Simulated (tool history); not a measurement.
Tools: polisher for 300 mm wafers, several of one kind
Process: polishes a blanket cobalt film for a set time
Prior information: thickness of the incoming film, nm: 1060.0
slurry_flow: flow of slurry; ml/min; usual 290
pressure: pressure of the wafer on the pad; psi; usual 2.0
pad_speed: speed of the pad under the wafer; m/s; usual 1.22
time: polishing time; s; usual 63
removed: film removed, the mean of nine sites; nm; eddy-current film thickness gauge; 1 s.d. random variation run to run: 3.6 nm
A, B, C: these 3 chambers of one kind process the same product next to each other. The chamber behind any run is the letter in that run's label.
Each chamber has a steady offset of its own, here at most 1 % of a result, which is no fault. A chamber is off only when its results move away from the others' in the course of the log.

{"day": 0.021, "done": "chamber A: slurry nozzle cleaned"}
{"run": "1A", "day": 0.221, "slurry_flow": 290, "pressure": 2.0, "pad_speed": 1.22, "time": 63, "removed": 334.8}
{"day": 0.275, "done": "chamber A: worn pad replaced by a new one"}
{"run": "2C", "day": 0.433, "slurry_flow": 290, "pressure": 2.0, "pad_speed": 1.22, "time": 63, "removed": 329.62}
{"run": "3B", "day": 0.612, "slurry_flow": 290, "pressure": 2.0, "pad_speed": 1.22, "time": 63, "removed": 328.72}
{"run": "4B", "day": 0.804, "slurry_flow": 290, "pressure": 2.0, "pad_speed": 1.22, "time": 63, "removed": 334.72}
{"run": "5A", "day": 0.946, "slurry_flow": 290, "pressure": 2.0, "pad_speed": 1.22, "time": 63, "removed": 330.16}
{"run": "6C", "day": 1.162, "slurry_flow": 290, "pressure": 2.0, "pad_speed": 1.22, "time": 63, "removed": 332.4}
{"run": "7C", "day": 1.292, "slurry_flow": 290, "pressure": 2.0, "pad_speed": 1.22, "time": 63, "removed": 329.85}
{"day": 1.308, "done": "chamber B: worn pad replaced by a new one"}
{"run": "8A", "day": 1.479, "slurry_flow": 290, "pressure": 2.0, "pad_speed": 1.22, "time": 63, "removed": 325.86}
{"run": "9B", "day": 1.654, "slurry_flow": 290, "pressure": 2.3, "pad_speed": 1.22, "time": 63, "removed": 387.89}
{"run": "10A", "day": 1.767, "slurry_flow": 290, "pressure": 2.3, "pad_speed": 1.22, "time": 63, "removed": 373.05}
{"run": "11B", "day": 1.912, "slurry_flow": 290, "pressure": 2.3, "pad_speed": 1.22, "time": 63, "removed": 382.81}
{"run": "12C", "day": 2.121, "slurry_flow": 290, "pressure": 2.0, "pad_speed": 1.22, "time": 63, "removed": 334.59}
{"run": "13C", "day": 2.312, "slurry_flow": 290, "pressure": 2.0, "pad_speed": 1.22, "time": 63, "removed": 332.23}
{"run": "14B", "day": 2.417, "slurry_flow": 290, "pressure": 1.4, "pad_speed": 0.86, "time": 63, "removed": 161.6}
{"day": 2.425, "done": "chamber C: worn pad replaced by a new one"}
{"run": "15A", "day": 2.592, "slurry_flow": 290, "pressure": 1.4, "pad_speed": 0.86, "time": 63, "removed": 166.44}
{"run": "16A", "day": 2.808, "slurry_flow": 290, "pressure": 1.4, "pad_speed": 0.86, "time": 63, "removed": 163.01}
{"run": "17B", "day": 2.988, "slurry_flow": 290, "pressure": 2.0, "pad_speed": 1.22, "time": 63, "removed": 328.26}
{"run": "18C", "day": 3.133, "slurry_flow": 290, "pressure": 2.0, "pad_speed": 1.22, "time": 63, "removed": 321.6}
{"run": "19B", "day": 3.275, "slurry_flow": 290, "pressure": 2.0, "pad_speed": 1.22, "time": 63, "removed": 340.12}
{"day": 3.479, "done": "chamber C: head pressure recalibrated"}
{"run": "20C", "day": 3.479, "slurry_flow": 290, "pressure": 2.0, "pad_speed": 1.22, "time": 63, "removed": 304.32}
{"run": "21A", "day": 3.625, "slurry_flow": 290, "pressure": 2.0, "pad_speed": 1.22, "time": 63, "removed": 330.52}
{"run": "22B", "day": 3.812, "slurry_flow": 290, "pressure": 2.0, "pad_speed": 1.22, "time": 63, "removed": 335.15}
{"run": "23A", "day": 4.012, "slurry_flow": 290, "pressure": 2.0, "pad_speed": 1.22, "time": 63, "removed": 331.07}
{"run": "24C", "day": 4.196, "slurry_flow": 290, "pressure": 2.0, "pad_speed": 1.22, "time": 63, "removed": 311.12}
{"run": "25A", "day": 4.321, "slurry_flow": 290, "pressure": 2.0, "pad_speed": 1.22, "time": 63, "removed": 323.16}
{"run": "26C", "day": 4.533, "slurry_flow": 360, "pressure": 1.8, "pad_speed": 1.22, "time": 63, "removed": 278.87}
{"run": "27B", "day": 4.667, "slurry_flow": 360, "pressure": 1.8, "pad_speed": 1.22, "time": 63, "removed": 306.79}
{"run": "28C", "day": 4.775, "slurry_flow": 360, "pressure": 1.8, "pad_speed": 1.22, "time": 63, "removed": 286.52}
{"run": "29A", "day": 4.904, "slurry_flow": 290, "pressure": 2.0, "pad_speed": 1.22, "time": 63, "removed": 331.28}
{"run": "30B", "day": 5.054, "slurry_flow": 290, "pressure": 2.0, "pad_speed": 1.22, "time": 63, "removed": 331.85}
{"run": "31C", "day": 5.258, "slurry_flow": 290, "pressure": 2.0, "pad_speed": 1.22, "time": 63, "removed": 311.74}
{"run": "32B", "day": 5.404, "slurry_flow": 290, "pressure": 2.0, "pad_speed": 1.22, "time": 63, "removed": 334.24}
{"run": "33A", "day": 5.562, "slurry_flow": 290, "pressure": 2.0, "pad_speed": 1.22, "time": 63, "removed": 334.06}
{"run": "34C", "day": 5.758, "slurry_flow": 290, "pressure": 2.0, "pad_speed": 1.22, "time": 63, "removed": 305.11}
{"run": "35A", "day": 5.883, "slurry_flow": 290, "pressure": 2.0, "pad_speed": 1.22, "time": 63, "removed": 326.75}
{"day": 5.888, "done": "chamber B: worn pad replaced by a new one"}
{"run": "36B", "day": 6.1, "slurry_flow": 290, "pressure": 2.0, "pad_speed": 1.22, "time": 63, "removed": 330.76}

All chambers now run identical settings, listed one chamber a line with results as question marks. What results will each chamber show?
{"run": "37A", "day": 6.262, "slurry_flow": 290, "pressure": 2.0, "pad_speed": 1.22, "time": 63, "removed": "?"}
{"run": "37B", "day": 6.262, "slurry_flow": 290, "pressure": 2.0, "pad_speed": 1.22, "time": 63, "removed": "?"}
{"run": "37C", "day": 6.262, "slurry_flow": 290, "pressure": 2.0, "pad_speed": 1.22, "time": 63, "removed": "?"}

run=37A removed=334.13
run=37B removed=329.13
run=37C removed=309.45
